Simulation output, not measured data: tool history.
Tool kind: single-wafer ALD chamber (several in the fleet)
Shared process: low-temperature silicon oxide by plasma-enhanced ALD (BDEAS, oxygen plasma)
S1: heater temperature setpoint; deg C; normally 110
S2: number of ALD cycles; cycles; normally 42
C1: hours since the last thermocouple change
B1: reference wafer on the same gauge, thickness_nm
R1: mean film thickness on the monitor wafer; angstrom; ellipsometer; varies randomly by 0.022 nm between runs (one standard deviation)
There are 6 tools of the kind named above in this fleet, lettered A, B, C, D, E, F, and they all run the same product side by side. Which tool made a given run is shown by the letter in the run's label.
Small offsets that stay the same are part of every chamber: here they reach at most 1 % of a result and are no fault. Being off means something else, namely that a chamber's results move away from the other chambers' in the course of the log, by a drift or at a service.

run   hour   S1  S2      C1      B1      R1
 1B    4.6  110  42  1453.9  6.8581  58.392
 2C   12.2  110  42  1594.5  6.8652  59.289
 3A   16.9  110  42   761.3  6.8612  58.939
 4E   22.7  110  42  1407.6  6.8570  59.511
      31.5  -- chamber C: thermocouple changed; heater temperature recalibrated
 5D   32.0  110  42  1066.0  6.8598  59.208
 6F   36.4  110  42  2268.5  6.8654  59.293
 7F   42.5  110  42  2274.6  6.8595  58.677
 8E   51.6  110  42  1436.5  6.8638  59.012
 9A   61.1  110  42   805.5  6.8603  58.772
10B   68.9  110  42  1518.2  6.8632  58.141
11D   75.1  110  42  1109.1  6.8604  59.074
12C   84.5  110  42    53.1  6.8568  59.369
13B   89.7   97  49  1539.0  6.8589  70.456
14A   97.0   97  49   841.4  6.8580  71.361
15C  103.0   97  49    71.6  6.8585  70.962
16D  107.5   97  49  1141.5  6.8620  71.561
17E  112.3   97  49  1497.2  6.8624  71.219
18F  120.8   97  49  2352.9  6.8608  70.521
19B  126.1  110  42  1575.4  6.8579  58.761
20A  135.7  110  42   880.1  6.8552  58.667
21C  141.7  110  42   110.3  6.8592  59.440
22E  146.5  103  35  1531.4  6.8591  50.001
23D  151.2  103  35  1185.2  6.8552  49.970
24F  156.1  103  35  2388.2  6.8638  50.039
     158.2  -- chamber B: thermocouple changed; heater temperature recalibrated
25A  162.6  103  35   907.0  6.8578  49.595
26F  167.5  103  35  2399.6  6.8597  49.928
27E  174.2  103  35  1559.1  6.8604  50.020
28C  180.7  110  42   149.3  6.8588  58.917
29B  190.3  110  42    32.2  6.8637  58.157
30D  199.4  110  42  1233.4  6.8599  59.049
31D  208.0  110  42  1242.0  6.8608  59.246
     212.5  -- chamber F: thermocouple changed; heater temperature recalibrated
32C  212.8  110  42   181.4  6.8580  59.242
33B  220.3  110  42    62.2  6.8602  58.108
34F  224.5  110  42    12.1  6.8674  59.095
35A  229.9  100  34   974.3  6.8609  48.585
36E  238.7  100  34  1623.6  6.8615  49.246
37D  246.8  100  34  1280.8  6.8567  48.941

Which is it: a chamber that has drifted or been left off by a service, a gauge drift common to all chambers, or only each chamber's usual small offset? If a chamber is off, name it and its likeliest cause.

Nothing is wrong: each chamber keeps only its own small, steady offset and the gauge holds still.
